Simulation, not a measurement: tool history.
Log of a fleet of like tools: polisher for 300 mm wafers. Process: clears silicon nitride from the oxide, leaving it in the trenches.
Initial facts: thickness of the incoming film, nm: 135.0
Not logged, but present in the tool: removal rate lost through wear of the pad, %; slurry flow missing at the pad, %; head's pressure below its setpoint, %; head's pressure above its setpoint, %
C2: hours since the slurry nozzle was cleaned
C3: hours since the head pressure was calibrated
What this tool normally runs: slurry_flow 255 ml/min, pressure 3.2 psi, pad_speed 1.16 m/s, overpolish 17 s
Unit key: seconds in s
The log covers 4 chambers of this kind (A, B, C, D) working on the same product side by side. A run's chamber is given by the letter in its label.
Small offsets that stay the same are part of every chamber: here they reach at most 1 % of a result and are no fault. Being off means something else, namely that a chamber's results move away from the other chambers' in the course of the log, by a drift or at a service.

run 1B hour=4.3 | slurry_flow=255 pressure=3.2 pad_speed=1.16 overpolish=17 | wafers_polished_on_this_pad=207 C2=345.7 C3=269.3 | seconds=101.6
run 2D hour=8.6 | slurry_flow=255 pressure=3.2 pad_speed=1.16 overpolish=17 | wafers_polished_on_this_pad=300 C2=69.3 C3=263.8 | seconds=100.01
-- hour=9.6 chamber A: slurry nozzle cleaned
run 3C hour=14.6 | slurry_flow=255 pressure=3.2 pad_speed=1.16 overpolish=17 | wafers_polished_on_this_pad=899 C2=743.1 C3=821.8 | seconds=100.3
run 4A hour=18.3 | slurry_flow=255 pressure=3.2 pad_speed=1.16 overpolish=17 | wafers_polished_on_this_pad=956 C2=8.7 C3=973.7 | seconds=99.563
-- hour=21.7 chamber A: worn pad replaced by a new one
run 5B hour=22.3 | slurry_flow=255 pressure=3.2 pad_speed=1.16 overpolish=17 | wafers_polished_on_this_pad=383 C2=363.7 C3=287.3 | seconds=99.936
run 6D hour=28 | slurry_flow=255 pressure=3.2 pad_speed=1.16 overpolish=17 | wafers_polished_on_this_pad=489 C2=88.7 C3=283.2 | seconds=99.463
run 7C hour=32 | slurry_flow=255 pressure=3.2 pad_speed=1.16 overpolish=17 | wafers_polished_on_this_pad=1068 C2=760.5 C3=839.2 | seconds=101.49
run 8A hour=38.4 | slurry_flow=255 pressure=2.7 pad_speed=0.78 overpolish=17 | wafers_polished_on_this_pad=163 C2=28.8 C3=993.8 | seconds=182.22
run 9A hour=44.8 | slurry_flow=255 pressure=2.7 pad_speed=0.78 overpolish=17 | wafers_polished_on_this_pad=225 C2=35.2 C3=1000.2 | seconds=178.58
run 10C hour=50 | slurry_flow=255 pressure=2.7 pad_speed=0.78 overpolish=17 | wafers_polished_on_this_pad=1243 C2=778.5 C3=857.2 | seconds=177.39
run 11D hour=55.8 | slurry_flow=255 pressure=2.7 pad_speed=0.78 overpolish=17 | wafers_polished_on_this_pad=760 C2=116.5 C3=311 | seconds=179.18
run 12B hour=59.2 | slurry_flow=255 pressure=3.2 pad_speed=1.16 overpolish=17 | wafers_polished_on_this_pad=742 C2=400.6 C3=324.2 | seconds=99.253
-- hour=59.3 chamber D: worn pad replaced by a new one
run 13A hour=64.2 | slurry_flow=255 pressure=3.2 pad_speed=1.16 overpolish=17 | wafers_polished_on_this_pad=414 C2=54.6 C3=1019.6 | seconds=102.23
run 14C hour=69.5 | slurry_flow=255 pressure=3.2 pad_speed=1.16 overpolish=17 | wafers_polished_on_this_pad=1433 C2=798 C3=876.7 | seconds=100.62
run 15D hour=75.3 | slurry_flow=255 pressure=3.2 pad_speed=1.16 overpolish=17 | wafers_polished_on_this_pad=156 C2=136 C3=330.5 | seconds=101.18
-- hour=75.4 chamber C: worn pad replaced by a new one
run 16B hour=82 | slurry_flow=255 pressure=3.2 pad_speed=1.16 overpolish=17 | wafers_polished_on_this_pad=964 C2=423.4 C3=347 | seconds=101.39
-- hour=87.9 chamber B: worn pad replaced by a new one
run 17D hour=88.6 | slurry_flow=255 pressure=3.2 pad_speed=1.16 overpolish=17 | wafers_polished_on_this_pad=286 C2=149.3 C3=343.8 | seconds=100.34
run 18A hour=93.1 | slurry_flow=255 pressure=3.2 pad_speed=1.16 overpolish=17 | wafers_polished_on_this_pad=696 C2=83.5 C3=1048.5 | seconds=101.44
run 19C hour=98.7 | slurry_flow=255 pressure=3.2 pad_speed=1.16 overpolish=17 | wafers_polished_on_this_pad=227 C2=827.2 C3=905.9 | seconds=101.48
run 20B hour=103.6 | slurry_flow=255 pressure=3.2 pad_speed=1.16 overpolish=17 | wafers_polished_on_this_pad=152 C2=445 C3=368.6 | seconds=99.375
run 21D hour=109.9 | slurry_flow=255 pressure=3.2 pad_speed=1.16 overpolish=17 | wafers_polished_on_this_pad=493 C2=170.6 C3=365.1 | seconds=99.652
run 22A hour=114 | slurry_flow=255 pressure=3.2 pad_speed=1.16 overpolish=17 | wafers_polished_on_this_pad=899 C2=104.4 C3=1069.4 | seconds=104.98
-- hour=114.1 chamber A: worn pad replaced by a new one
run 23C hour=119.4 | slurry_flow=255 pressure=3.2 pad_speed=1.16 overpolish=17 | wafers_polished_on_this_pad=429 C2=847.9 C3=926.6 | seconds=100.28
run 24B hour=125.3 | slurry_flow=255 pressure=3.2 pad_speed=1.16 overpolish=17 | wafers_polished_on_this_pad=364 C2=466.7 C3=390.3 | seconds=101.83
run 25A hour=129.2 | slurry_flow=255 pressure=3.2 pad_speed=1.16 overpolish=17 | wafers_polished_on_this_pad=147 C2=119.6 C3=1084.6 | seconds=103.79
-- hour=132.8 chamber D: worn pad replaced by a new one
run 26D hour=133.5 | slurry_flow=255 pressure=3.2 pad_speed=0.78 overpolish=14 | wafers_polished_on_this_pad=7 C2=194.2 C3=388.7 | seconds=149.94
run 27B hour=138.6 | slurry_flow=255 pressure=3.2 pad_speed=0.78 overpolish=14 | wafers_polished_on_this_pad=493 C2=480 C3=403.6 | seconds=149.38
-- hour=139.4 chamber C: slurry nozzle cleaned
run 28C hour=142.9 | slurry_flow=255 pressure=3.2 pad_speed=0.78 overpolish=14 | wafers_polished_on_this_pad=658 C2=3.6 C3=950.1 | seconds=149.61
run 29A hour=146.1 | slurry_flow=255 pressure=3.2 pad_speed=0.78 overpolish=14 | wafers_polished_on_this_pad=312 C2=136.5 C3=1101.5 | seconds=154.21
run 30C hour=149.5 | slurry_flow=255 pressure=3.2 pad_speed=1.16 overpolish=17 | wafers_polished_on_this_pad=722 C2=10.2 C3=956.7 | seconds=101.82
run 31D hour=152.7 | slurry_flow=255 pressure=3.2 pad_speed=1.16 overpolish=17 | wafers_polished_on_this_pad=194 C2=213.4 C3=407.9 | seconds=101.54
run 32B hour=156.7 | slurry_flow=255 pressure=3.2 pad_speed=1.16 overpolish=17 | wafers_polished_on_this_pad=670 C2=498.1 C3=421.7 | seconds=101.54
run 33C hour=162.2 | slurry_flow=255 pressure=3.2 pad_speed=1.16 overpolish=17 | wafers_polished_on_this_pad=846 C2=22.9 C3=969.4 | seconds=101.6
run 34D hour=165.7 | slurry_flow=205 pressure=2.5 pad_speed=1.16 overpolish=17 | wafers_polished_on_this_pad=320 C2=226.4 C3=420.9 | seconds=131.63
run 35A hour=169.8 | slurry_flow=205 pressure=2.5 pad_speed=1.16 overpolish=17 | wafers_polished_on_this_pad=543 C2=160.2 C3=1125.2 | seconds=141.39
run 36B hour=175.5 | slurry_flow=205 pressure=2.5 pad_speed=1.16 overpolish=17 | wafers_polished_on_this_pad=853 C2=516.9 C3=440.5 | seconds=134.54
run 37C hour=180.4 | slurry_flow=205 pressure=2.5 pad_speed=1.16 overpolish=17 | wafers_polished_on_this_pad=1023 C2=41.1 C3=987.6 | seconds=133.65
run 38A hour=186 | slurry_flow=255 pressure=3.2 pad_speed=1.16 overpolish=17 | wafers_polished_on_this_pad=700 C2=176.4 C3=1141.4 | seconds=109.25
run 39D hour=189.5 | slurry_flow=255 pressure=3.2 pad_speed=1.16 overpolish=17 | wafers_polished_on_this_pad=552 C2=250.2 C3=444.7 | seconds=101.52
run 40B hour=194.8 | slurry_flow=255 pressure=3.2 pad_speed=0.86 overpolish=13 | wafers_polished_on_this_pad=1041 C2=536.2 C3=459.8 | seconds=138.28
-- hour=195.4 chamber A: slurry nozzle cleaned
run 41C hour=199.8 | slurry_flow=255 pressure=3.2 pad_speed=0.86 overpolish=13 | wafers_polished_on_this_pad=1212 C2=60.5 C3=1007 | seconds=138.35
-- hour=202.6 chamber D: worn pad replaced by a new one
run 42B hour=206 | slurry_flow=255 pressure=3.2 pad_speed=0.86 overpolish=13 | wafers_polished_on_this_pad=1150 C2=547.4 C3=471 | seconds=139.02
-- hour=206.6 chamber A: worn pad replaced by a new one
run 43A hour=212.3 | slurry_flow=255 pressure=3.2 pad_speed=0.86 overpolish=13 | wafers_polished_on_this_pad=55 C2=17 C3=1167.7 | seconds=148.08
run 44D hour=215.9 | slurry_flow=255 pressure=3.2 pad_speed=1.16 overpolish=17 | wafers_polished_on_this_pad=129 C2=276.6 C3=471.1 | seconds=101.59

Has any chamber moved away from the others, gradually or after a service, or does the common gauge drift, or do the chambers differ only by their own small steady offsets? State the chamber and the most likely cause if one applies.

Little by little, chamber A moves away from the other chambers.
Likeliest cause: head's pressure below its setpoint, % = 8.5.

Here are 4 candidates for chamber A's next run, each the usual settings with a change, their results left as question marks. Which one brings its results back in line with what the others give on the usual settings?
In line here means within this much of the mean the other chambers give on the usual settings: seconds 4.5 s
run 45A-1 hour=220.9 | slurry_flow=255 pressure=3.3 pad_speed=1.22 overpolish=17 | seconds=?
run 45A-2 hour=220.9 | slurry_flow=250 pressure=2.7 pad_speed=1.16 overpolish=17 | seconds=?
run 45A-3 hour=220.9 | slurry_flow=255 pressure=2.9 pad_speed=1.16 overpolish=17 | seconds=?
run 45A-4 hour=220.9 | slurry_flow=260 pressure=3.8 pad_speed=1.16 overpolish=17 | seconds=?

Average result of the remaining chambers running the usual settings: seconds 101.2 s
run=45A-1 seconds=101.67
run=45A-2 seconds=131.04
run=45A-3 seconds=121.7
run=45A-4 seconds=92.578
It is 45A-1 that realigns the chamber with its peers.
